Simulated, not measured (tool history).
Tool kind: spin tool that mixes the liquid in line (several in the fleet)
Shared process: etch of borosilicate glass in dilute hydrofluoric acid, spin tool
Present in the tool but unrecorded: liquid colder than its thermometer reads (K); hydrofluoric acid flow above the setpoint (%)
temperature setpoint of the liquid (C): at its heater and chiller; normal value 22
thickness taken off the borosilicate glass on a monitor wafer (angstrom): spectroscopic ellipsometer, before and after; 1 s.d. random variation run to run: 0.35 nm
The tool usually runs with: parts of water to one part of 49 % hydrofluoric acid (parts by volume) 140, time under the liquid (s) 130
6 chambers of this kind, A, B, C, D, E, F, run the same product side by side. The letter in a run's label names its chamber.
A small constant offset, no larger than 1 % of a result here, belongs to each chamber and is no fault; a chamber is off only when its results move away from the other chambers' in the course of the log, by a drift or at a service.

| run | day | temperature setpoint of the liquid (C) | parts of water to one part of 49 % hydrofluoric acid (parts by volume) | time under the liquid (s) | hours since the thermometer was replaced | hours since the hydrofluoric acid flow meter was replaced | read-back film thickness of the borosilicate glass reference wafer, read on the same gauge (nm) | thickness taken off the borosilicate glass on a monitor wafer (angstrom) |
|---|---|---|---|---|---|---|---|---|
| 1C | 0.504 | 22 | 140 | 130 | 1349.9 | 366.8 | 39.996 | 378.7 |
| 2E | 0.825 | 22 | 140 | 130 | 1168.7 | 190.1 | 39.979 | 375.33 |
| 3F | 1.362 | 22 | 140 | 130 | 342.9 | 513.8 | 40.033 | 377.93 |
|  | 1.642 | chamber F: hydrofluoric acid flow meter replaced |
| 4D | 1.912 | 22 | 140 | 130 | 606.9 | 587.4 | 39.992 | 371.86 |
| 5B | 2.229 | 22 | 140 | 130 | 1343 | 967.8 | 39.938 | 378.72 |
| 6A | 2.525 | 22 | 140 | 130 | 1172 | 172.3 | 40.004 | 376.96 |
| 7C | 2.804 | 20 | 90 | 130 | 1405.1 | 422 | 39.969 | 554.74 |
| 8E | 3.083 | 20 | 90 | 130 | 1222.9 | 244.3 | 39.947 | 573.71 |
| 9D | 3.642 | 20 | 90 | 130 | 648.4 | 628.9 | 40.037 | 572.47 |
| 10F | 3.929 | 20 | 90 | 130 | 404.5 | 55 | 39.938 | 567.51 |
| 11B | 4.262 | 20 | 90 | 130 | 1391.8 | 1016.6 | 39.973 | 565.08 |
| 12A | 4.804 | 20 | 90 | 130 | 1226.7 | 227 | 39.975 | 588.91 |
| 13B | 5.392 | 18.5 | 140 | 130 | 1418.9 | 1043.7 | 39.987 | 331.23 |
| 14F | 5.879 | 18.5 | 140 | 130 | 451.3 | 101.8 | 40.036 | 320.76 |
| 15E | 6.308 | 18.5 | 140 | 130 | 1300.3 | 321.7 | 40.005 | 328.51 |
| 16A | 6.704 | 18.5 | 140 | 130 | 1272.3 | 272.6 | 39.956 | 333.22 |
| 17D | 7.121 | 18.5 | 140 | 130 | 731.9 | 712.4 | 40.035 | 322.61 |
| 18C | 7.671 | 18.5 | 140 | 130 | 1521.9 | 538.8 | 40.01 | 321.47 |
|  | 7.696 | chamber E: thermometer replaced |
| 19A | 8.075 | 22 | 140 | 130 | 1305.2 | 305.5 | 39.976 | 381.07 |
| 20C | 8.383 | 22 | 140 | 130 | 1539 | 555.9 | 39.955 | 369.54 |
| 21E | 8.692 | 22 | 140 | 130 | 23.9 | 378.9 | 40.019 | 379.98 |
| 22D | 9.092 | 22 | 140 | 130 | 779.2 | 759.7 | 39.974 | 372.22 |
| 23F | 9.438 | 22 | 140 | 130 | 536.7 | 187.2 | 39.952 | 378.03 |
| 24B | 9.833 | 22 | 140 | 130 | 1525.5 | 1150.3 | 40.009 | 378.58 |
| 25F | 10.425 | 22 | 140 | 130 | 560.4 | 210.9 | 40.015 | 379.49 |
| 26A | 10.762 | 22 | 140 | 130 | 1369.7 | 370 | 39.971 | 376.85 |
| 27B | 11.079 | 22 | 140 | 130 | 1555.4 | 1180.2 | 40.006 | 374.57 |
| 28C | 11.646 | 22 | 140 | 130 | 1617.3 | 634.2 | 39.977 | 379.51 |
| 29D | 12.192 | 22 | 140 | 130 | 853.6 | 834.1 | 39.997 | 372.09 |
| 30E | 12.488 | 22 | 140 | 205 | 115 | 470 | 40.01 | 591.43 |
| 31A | 13 | 22 | 140 | 205 | 1423.4 | 423.7 | 39.988 | 600.41 |
| 32B | 13.4 | 22 | 140 | 205 | 1611.1 | 1235.9 | 39.998 | 589 |
| 33C | 13.988 | 22 | 140 | 205 | 1673.5 | 690.4 | 39.984 | 586.97 |
| 34D | 14.292 | 22 | 140 | 205 | 904 | 884.5 | 39.994 | 589.34 |
| 35E | 14.762 | 22 | 140 | 205 | 169.6 | 524.6 | 39.993 | 594.6 |
| 36F | 15.025 | 23.5 | 140 | 130 | 670.8 | 321.3 | 40.001 | 396.94 |
| 37D | 15.283 | 23.5 | 140 | 130 | 927.8 | 908.3 | 39.952 | 390.32 |
| 38E | 15.817 | 23.5 | 140 | 130 | 194.9 | 549.9 | 40.064 | 397.4 |
| 39A | 16.096 | 23.5 | 140 | 130 | 1497.7 | 498 | 40.049 | 395.31 |
| 40B | 16.55 | 23.5 | 140 | 130 | 1686.7 | 1311.5 | 39.963 | 399.95 |
| 41F | 16.992 | 23.5 | 140 | 130 | 718 | 368.5 | 40.012 | 396.85 |
| 42C | 17.433 | 22 | 140 | 130 | 1756.2 | 773.1 | 40.023 | 375.19 |

Next, every chamber runs the same settings. What will each give?
| 43A | 17.867 | 22 | 140 | 130 |  |  |  | ? |
| 43B | 17.867 | 22 | 140 | 130 |  |  |  | ? |
| 43C | 17.867 | 22 | 140 | 130 |  |  |  | ? |
| 43D | 17.867 | 22 | 140 | 130 |  |  |  | ? |
| 43E | 17.867 | 22 | 140 | 130 |  |  |  | ? |
| 43F | 17.867 | 22 | 140 | 130 |  |  |  | ? |

| run | thickness taken off the borosilicate glass on a monitor wafer (angstrom) |
|---|---|
| 43A | 374.29 |
| 43B | 376.92 |
| 43C | 370.95 |
| 43D | 374.6 |
| 43E | 379.85 |
| 43F | 373.57 |
